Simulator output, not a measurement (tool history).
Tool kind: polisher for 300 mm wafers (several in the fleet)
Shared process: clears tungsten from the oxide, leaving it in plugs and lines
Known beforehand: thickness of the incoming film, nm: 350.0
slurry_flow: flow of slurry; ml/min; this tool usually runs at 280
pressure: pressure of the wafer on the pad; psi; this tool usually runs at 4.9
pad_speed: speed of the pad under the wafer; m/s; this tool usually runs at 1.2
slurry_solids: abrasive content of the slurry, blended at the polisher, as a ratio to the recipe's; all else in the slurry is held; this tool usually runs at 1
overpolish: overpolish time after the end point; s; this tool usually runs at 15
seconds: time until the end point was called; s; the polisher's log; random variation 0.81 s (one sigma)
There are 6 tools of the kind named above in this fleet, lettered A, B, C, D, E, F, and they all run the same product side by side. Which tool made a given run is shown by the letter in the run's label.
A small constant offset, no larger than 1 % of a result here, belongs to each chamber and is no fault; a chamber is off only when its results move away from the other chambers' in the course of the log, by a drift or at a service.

run,hour,slurry_flow,pressure,pad_speed,slurry_solids,overpolish,wafers polished on this pad,hours since the slurry nozzle was cleaned,hours since the head pressure was calibrated,hours since the slurry blender was calibrated,hours since the slurry got fresh peroxide,seconds
# hour 1.2: chamber F: slurry blender recalibrated
1A,6.4,280,4.9,1.2,1,15,1091,212.6,403.1,18.2,16,51.262
# hour 9.4: chamber E: slurry tank refilled with fresh slurry and peroxide
# hour 10.4: chamber E: slurry nozzle cleaned
# hour 11.1: chamber D: slurry tank refilled with fresh slurry and peroxide
2D,12.5,280,4.9,1.2,1,15,940,86.3,12.9,185.1,1.5,50.757
# hour 17.2: chamber D: worn pad replaced by a new one
# hour 19.5: chamber A: worn pad replaced by a new one
3E,21.7,280,4.9,1.2,1,15,461,11.4,329.7,153.6,12.4,50.464
4B,31.6,280,4.9,1.2,1,15,664,104.1,490.8,343.8,51.6,49.474
5F,36.9,280,4.9,1.2,1,15,509,154.4,639.3,35.8,42.4,50.035
# hour 42: chamber B: slurry tank refilled with fresh slurry and peroxide
6C,47.1,280,4.9,1.2,1,15,433,367.9,67.6,214.8,75.8,49.796
# hour 54.2: chamber F: slurry tank refilled with fresh slurry and peroxide
7F,54.9,280,4.9,1.2,1,15,642,172.4,657.3,53.8,0.8,51.418
8E,60.3,215,5.7,1.2,1,15,748,50,368.3,192.2,51,43.251
# hour 62: chamber C: worn pad replaced by a new one
# hour 62.3: chamber B: worn pad replaced by a new one
9A,65.1,215,5.7,1.2,1,15,338,271.3,461.8,76.9,74.7,44.15
# hour 68.6: chamber E: worn pad replaced by a new one
# hour 72.6: chamber D: slurry tank refilled with fresh slurry and peroxide
10C,74.3,215,5.7,1.2,1,15,91,395.1,94.8,242,103,45.019
# hour 78.5: chamber F: worn pad replaced by a new one
11B,81,215,5.7,1.2,1,15,139,153.5,540.2,393.2,39.1,43.529
12D,85.4,215,5.7,1.2,1,15,506,159.2,85.8,258,12.9,43.95
13D,93.2,215,5.7,1.2,1,15,564,167,93.6,265.8,20.7,43.442
14C,102.6,280,4.9,1.2,1,15,301,423.4,123.1,270.3,131.3,48.056
# hour 104.6: chamber F: slurry tank refilled with fresh slurry and peroxide
# hour 105.1: chamber B: slurry tank refilled with fresh slurry and peroxide
15B,110.6,280,4.9,1.2,1,15,358,183.1,569.8,422.8,5.5,50.408
# hour 116.3: chamber D: slurry blender recalibrated
# hour 119.7: chamber A: slurry blender recalibrated
16E,120.4,280,4.9,1.2,1,15,384,110.1,428.4,252.3,111.1,50.68
# hour 122: chamber C: slurry tank refilled with fresh slurry and peroxide
# hour 124.1: chamber E: slurry tank refilled with fresh slurry and peroxide
17F,125.8,280,4.9,1.2,1,15,351,243.3,728.2,124.7,21.2,50.967
# hour 128.1: chamber D: worn pad replaced by a new one
18A,133.9,280,4.9,1.2,1,15,849,340.1,530.6,14.3,143.5,51.24
# hour 136.1: chamber D: slurry tank refilled with fresh slurry and peroxide
# hour 138.8: chamber A: slurry tank refilled with fresh slurry and peroxide
# hour 140.3: chamber C: worn pad replaced by a new one
19C,140.8,280,4.9,1.2,1,15,4,461.6,161.3,308.5,18.9,49.87
20A,145.9,280,4.9,1.2,1,15,938,352.1,542.6,26.3,7.2,50.083
21B,154.9,280,4.9,1.2,1,15,687,227.4,614.1,467.1,49.8,49.543
# hour 157.7: chamber A: slurry nozzle cleaned
# hour 158.1: chamber F: slurry tank refilled with fresh slurry and peroxide
22F,160.9,280,4.9,1.2,1,15,612,278.4,763.3,159.8,2.8,51.76
# hour 164.2: chamber F: worn pad replaced by a new one
23E,165.8,280,4.9,1.2,1,15,721,155.5,473.8,297.7,41.8,50.275
# hour 167.7: chamber B: slurry tank refilled with fresh slurry and peroxide
# hour 167.9: chamber B: slurry nozzle cleaned
# hour 171.4: chamber E: slurry blender recalibrated
24D,172.7,355,4.9,1.2,1,15,331,246.5,173.1,56.4,36.7,49.529
25E,180.4,355,4.9,1.2,1,15,830,170.1,488.4,9,56.4,49.73
# hour 182.6: chamber E: worn pad replaced by a new one
26A,185.3,355,4.9,1.2,1,15,1231,27.7,582,65.7,46.6,49.72
# hour 187.9: chamber D: slurry tank refilled with fresh slurry and peroxide
# hour 189.4: chamber B: worn pad replaced by a new one
# hour 192.5: chamber B: slurry blender recalibrated
27C,194.7,355,4.9,1.2,1,15,404,515.5,215.2,362.4,72.8,48.019
# hour 196.4: chamber C: slurry blender recalibrated
# hour 199.9: chamber A: worn pad replaced by a new one
28B,200.1,355,4.9,1.2,1,15,80,32.3,659.3,7.6,32.4,48.661
29F,205.5,355,4.9,1.2,1,15,306,323,807.9,204.4,47.4,50.643
# hour 208.6: chamber C: worn pad replaced by a new one
30D,213.9,280,4.9,1.2,1,15,637,287.7,214.3,97.6,26,48.238
# hour 216.9: chamber F: slurry tank refilled with fresh slurry and peroxide
# hour 220.6: chamber F: slurry nozzle cleaned
# hour 220.9: chamber B: slurry tank refilled with fresh slurry and peroxide
31D,222.4,280,4.9,1.2,1,15,700,296.2,222.8,106.1,34.5,49.102
32F,231.4,245,6.4,1.2,1,15,498,10.9,833.8,230.3,14.5,38.971
# hour 238.9: chamber E: slurry tank refilled with fresh slurry and peroxide
33C,239.3,245,6.4,1.2,1,15,228,560.1,259.8,43,117.4,38.866
# hour 240.6: chamber D: worn pad replaced by a new one
# hour 240.9: chamber D: slurry tank refilled with fresh slurry and peroxide
34B,249.2,245,6.4,1.2,1,15,444,81.4,708.4,56.7,28.4,38.295
# hour 249.9: chamber F: worn pad replaced by a new one
35E,257.8,245,6.4,1.2,1,15,558,247.5,565.8,86.4,18.9,38.944
36A,263.4,245,6.4,1.2,1,15,472,105.8,660.1,143.8,124.7,39.007
37B,269.3,245,6.4,1.2,1,15,593,101.5,728.5,76.8,48.5,38.617
38F,276.5,280,4.9,1.2,1,15,197,56,878.9,275.4,59.6,50.266
39D,285.3,215,4.9,1.2,1,15,332,359.1,285.7,169,44.5,49.476

All chambers now run identical settings, listed one chamber a line with results as question marks. What results will each chamber show?
40A,292.5,280,4.9,1.2,1,15,,,,,,?
40B,292.5,280,4.9,1.2,1,15,,,,,,?
40C,292.5,280,4.9,1.2,1,15,,,,,,?
40D,292.5,280,4.9,1.2,1,15,,,,,,?
40E,292.5,280,4.9,1.2,1,15,,,,,,?
40F,292.5,280,4.9,1.2,1,15,,,,,,?

run,seconds
40A,51.671
40B,50.574
40C,50.8
40D,49.784
40E,49.474
40F,50.692
